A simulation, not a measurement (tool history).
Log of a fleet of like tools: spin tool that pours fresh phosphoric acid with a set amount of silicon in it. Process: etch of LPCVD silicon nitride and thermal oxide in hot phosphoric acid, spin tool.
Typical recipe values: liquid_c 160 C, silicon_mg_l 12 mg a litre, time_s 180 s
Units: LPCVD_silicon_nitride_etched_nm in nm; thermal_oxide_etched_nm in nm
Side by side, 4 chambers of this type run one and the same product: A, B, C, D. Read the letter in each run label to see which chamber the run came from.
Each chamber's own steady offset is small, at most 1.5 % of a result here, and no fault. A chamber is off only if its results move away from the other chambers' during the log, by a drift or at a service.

run   hour  liquid_c  silicon_mg_l  time_s  read-back film thickness of the LPCVD silicon nitride reference wafer, read on the same gauge (nm)  read-back film thickness of the thermal oxide reference wafer, read on the same gauge (nm)  LPCVD_silicon_nitride_etched_nm  thermal_oxide_etched_nm
 1B    6.8       160            12     180                                                                                              140.02                                                                                      79.988                           17.221                  0.32463
 2D   15.4       160            12     180                                                                                              139.99                                                                                          80                           17.222                  0.32072
 3A   23.9       160            12     180                                                                                              139.99                                                                                      79.999                           17.099                  0.37138
 4C   32.8       160            12     180                                                                                              140.02                                                                                      80.017                           17.166                  0.35851
 5B   45.4       160            12     180                                                                                              139.99                                                                                      80.016                           17.493                  0.38577
 6D   51.9       160            12     180                                                                                              139.98                                                                                      80.003                           17.122                  0.38542
 7A   58.5       160            12     180                                                                                                 140                                                                                      80.005                           17.387                  0.35095
 8C   68.5       160            12     180                                                                                              139.99                                                                                      79.977                           17.447                  0.35421
 9A   74.2       160            12     180                                                                                              139.99                                                                                      79.981                           17.183                  0.35635
      75.8  -- chamber C: dissolved silicon flow meter replaced
10C   84.1       160            12     180                                                                                              140.02                                                                                      79.963                           17.287                  0.34476
11B   95.3     161.5          20.5     180                                                                                              139.97                                                                                      79.978                            17.97                  0.28325
12D  103.5     161.5          20.5     180                                                                                                 140                                                                                      79.997                           18.451                  0.34441
13D    112     161.5          20.5     180                                                                                              139.99                                                                                      80.006                           18.331                  0.28076
     121.8  -- chamber D: dissolved silicon flow meter replaced
14A  123.7     161.5          20.5     180                                                                                                 140                                                                                      80.014                           18.091                  0.32483
15B  134.7       160            12     180                                                                                              139.99                                                                                      79.991                           17.143                  0.30898
16C    146       160          20.5     225                                                                                              139.96                                                                                      79.991                           21.696                  0.30526
17A  157.4       160          20.5     225                                                                                                 140                                                                                      79.975                           21.717                  0.30933
18C  166.2       160          20.5     225                                                                                              139.99                                                                                      79.975                           21.529                  0.39943
19B  176.6       160          20.5     225                                                                                              139.99                                                                                      79.959                           21.403                  0.37356
20D  186.6       160            12     180                                                                                              140.01                                                                                      79.975                           17.195                  0.33231
21B    195       160            12     180                                                                                                 140                                                                                      80.042                           17.028                  0.39864
22A  206.1       160            12     180                                                                                                 140                                                                                      79.997                           17.264                  0.32436
23C  213.9       160            12     180                                                                                              139.97                                                                                      80.013                           17.151                  0.36431
24D  223.7       157            12      90                                                                                              139.97                                                                                      79.974                           7.8331                  0.15223
25C  232.7       157            12      90                                                                                              140.01                                                                                      80.041                           7.6953                  0.16066
26B  245.2       157            12      90                                                                                                 140                                                                                      80.007                           7.6112                  0.16107
27A  255.2       157            12      90                                                                                              140.02                                                                                      79.999                           7.8989                  0.17483
     259.3  -- chamber A: dissolved silicon flow meter replaced
     261.9  -- chamber B: thermometer replaced
28D  262.6       160            12     180                                                                                                 140                                                                                      79.987                           17.388                  0.38383
29D  274.8       160            12     180                                                                                              140.02                                                                                      80.053                           17.634                  0.34155
30C  281.6       160           4.5     225                                                                                                 140                                                                                      79.988                           21.627                  0.53554
31B  289.9       160           4.5     225                                                                                              140.01                                                                                      79.982                           21.052                  0.55982
32A  298.2       160           4.5     225                                                                                              139.98                                                                                      79.992                           21.393                  0.51851
33A  303.6       160           4.5     225                                                                                              139.99                                                                                      80.048                           21.826                  0.64209

Which is it: a chamber that has drifted or been left off by a service, a gauge drift common to all chambers, or only each chamber's usual small offset? If a chamber is off, name it and its likeliest cause.

All chambers stay in line apart from their small fixed offsets, and the gauge does not drift.
